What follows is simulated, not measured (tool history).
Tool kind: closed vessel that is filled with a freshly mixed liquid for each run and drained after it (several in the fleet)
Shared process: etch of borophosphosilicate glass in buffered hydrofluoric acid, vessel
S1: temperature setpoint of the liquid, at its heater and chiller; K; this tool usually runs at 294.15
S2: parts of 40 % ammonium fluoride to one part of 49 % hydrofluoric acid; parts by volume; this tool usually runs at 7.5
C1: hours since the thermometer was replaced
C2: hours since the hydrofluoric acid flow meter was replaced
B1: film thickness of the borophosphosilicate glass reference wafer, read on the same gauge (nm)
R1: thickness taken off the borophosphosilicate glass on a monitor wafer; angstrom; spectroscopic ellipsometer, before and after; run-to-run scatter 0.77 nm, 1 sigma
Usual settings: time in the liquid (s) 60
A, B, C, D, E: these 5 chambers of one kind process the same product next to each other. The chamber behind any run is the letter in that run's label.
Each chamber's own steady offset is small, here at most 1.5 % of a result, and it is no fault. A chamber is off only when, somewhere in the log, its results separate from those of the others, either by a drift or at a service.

Run 1B, hour 7.5: usual settings; C1 427.5; C2 881.4; B1 120.02. Result: R1 823.96 angstrom.
Run 2D, hour 13.6: usual settings; C1 1307.9; C2 38.1; B1 119.99. Result: R1 841.09 angstrom.
Run 3E, hour 18.9: usual settings; C1 112.3; C2 1083.7; B1 120.03. Result: R1 825.39 angstrom.
Run 4C, hour 24.9: usual settings; C1 236.4; C2 954.5; B1 120.00. Result: R1 833.89 angstrom.
Run 5A, hour 30.2: usual settings; C1 821.9; C2 2139.8; B1 119.97. Result: R1 835.64 angstrom.
Run 6B, hour 34.7: usual settings; C1 454.7; C2 908.6; B1 120.01. Result: R1 834.06 angstrom.
Run 7D, hour 40.5: usual settings; C1 1334.8; C2 65.0; B1 120.01. Result: R1 830.40 angstrom.
Run 8E, hour 48.7: usual settings; C1 142.1; C2 1113.5; B1 119.98. Result: R1 818.93 angstrom.
Run 9C, hour 54.5: usual settings; C1 266.0; C2 984.1; B1 120.01. Result: R1 837.32 angstrom.
Run 10A, hour 60.5: usual settings; C1 852.2; C2 2170.1; B1 119.97. Result: R1 817.35 angstrom.
Run 11E, hour 66.5: usual settings but time in the liquid (s) 85; C1 159.9; C2 1131.3; B1 120.03. Result: R1 1160.70 angstrom.
Run 12A, hour 70.2: usual settings but time in the liquid (s) 85; C1 861.9; C2 2179.8; B1 119.94. Result: R1 1183.70 angstrom.
Run 13D, hour 76.6: usual settings but time in the liquid (s) 85; C1 1370.9; C2 101.1; B1 120.00. Result: R1 1177.80 angstrom.
Run 14B, hour 81.7: usual settings but time in the liquid (s) 85; C1 501.7; C2 955.6; B1 120.01. Result: R1 1166.90 angstrom.
Run 15C, hour 86.7: usual settings but time in the liquid (s) 85; C1 298.2; C2 1016.3; B1 120.00. Result: R1 1173.80 angstrom.
Run 16C, hour 91.1: usual settings; C1 302.6; C2 1020.7; B1 120.02. Result: R1 845.18 angstrom.
Run 17D, hour 98.1: usual settings; C1 1392.4; C2 122.6; B1 120.01. Result: R1 834.95 angstrom.
Run 18E, hour 103.3: usual settings; C1 196.7; C2 1168.1; B1 120.04. Result: R1 819.40 angstrom.
Run 19B, hour 109.3: usual settings but time in the liquid (s) 75; C1 529.3; C2 983.2; B1 119.98. Result: R1 1024.30 angstrom.
Run 20A, hour 115.1: usual settings but time in the liquid (s) 75; C1 906.8; C2 2224.7; B1 119.97. Result: R1 1034.90 angstrom.
Run 21B, hour 123.2: usual settings but time in the liquid (s) 75; C1 543.2; C2 997.1; B1 119.97. Result: R1 1040.70 angstrom.
Run 22A, hour 128.5: usual settings but time in the liquid (s) 75; C1 920.2; C2 2238.1; B1 119.99. Result: R1 1028.90 angstrom.
Run 23D, hour 136.2: usual settings but time in the liquid (s) 75; C1 1430.5; C2 160.7; B1 120.01. Result: R1 1037.80 angstrom.
Run 24E, hour 142.0: usual settings; C1 235.4; C2 1206.8; B1 120.00. Result: R1 821.70 angstrom.
At hour 149.1: chamber B: thermometer replaced.
Run 25C, hour 149.7: usual settings; C1 361.2; C2 1079.3; B1 120.02. Result: R1 840.90 angstrom.
Run 26C, hour 155.5: usual settings; C1 367.0; C2 1085.1; B1 119.97. Result: R1 829.05 angstrom.
Run 27A, hour 159.8: usual settings; C1 951.5; C2 2269.4; B1 120.01. Result: R1 825.34 angstrom.
Run 28E, hour 163.5: usual settings; C1 256.9; C2 1228.3; B1 119.95. Result: R1 810.21 angstrom.
Run 29B, hour 169.8: usual settings but S1 291.15 K, time in the liquid (s) 75; C1 20.7; C2 1043.7; B1 120.00. Result: R1 873.19 angstrom.
At hour 170.3: chamber D: thermometer replaced.
Run 30D, hour 174.5: usual settings but S1 291.15 K, time in the liquid (s) 75; C1 4.2; C2 199.0; B1 120.02. Result: R1 878.59 angstrom.
Run 31C, hour 179.6: usual settings but S1 291.15 K, time in the liquid (s) 75; C1 391.1; C2 1109.2; B1 120.05. Result: R1 883.46 angstrom.
Run 32D, hour 183.5: usual settings but S1 291.15 K, time in the liquid (s) 75; C1 13.2; C2 208.0; B1 120.02. Result: R1 878.00 angstrom.
Run 33A, hour 188.1: usual settings but S1 291.15 K, time in the liquid (s) 75; C1 979.8; C2 2297.7; B1 120.02. Result: R1 880.08 angstrom.
Run 34E, hour 192.4: usual settings; C1 285.8; C2 1257.2; B1 119.99. Result: R1 826.90 angstrom.

The same settings go to every chamber for the next run, one line per chamber below. Forecast the results for each:
Run 35A, hour 198.4: usual settings. Result: R1 ?.
Run 35B, hour 198.4: usual settings. Result: R1 ?.
Run 35C, hour 198.4: usual settings. Result: R1 ?.
Run 35D, hour 198.4: usual settings. Result: R1 ?.
Run 35E, hour 198.4: usual settings. Result: R1 ?.

run      R1
35A  839.97
35B  825.50
35C  827.03
35D  835.40
35E  822.65
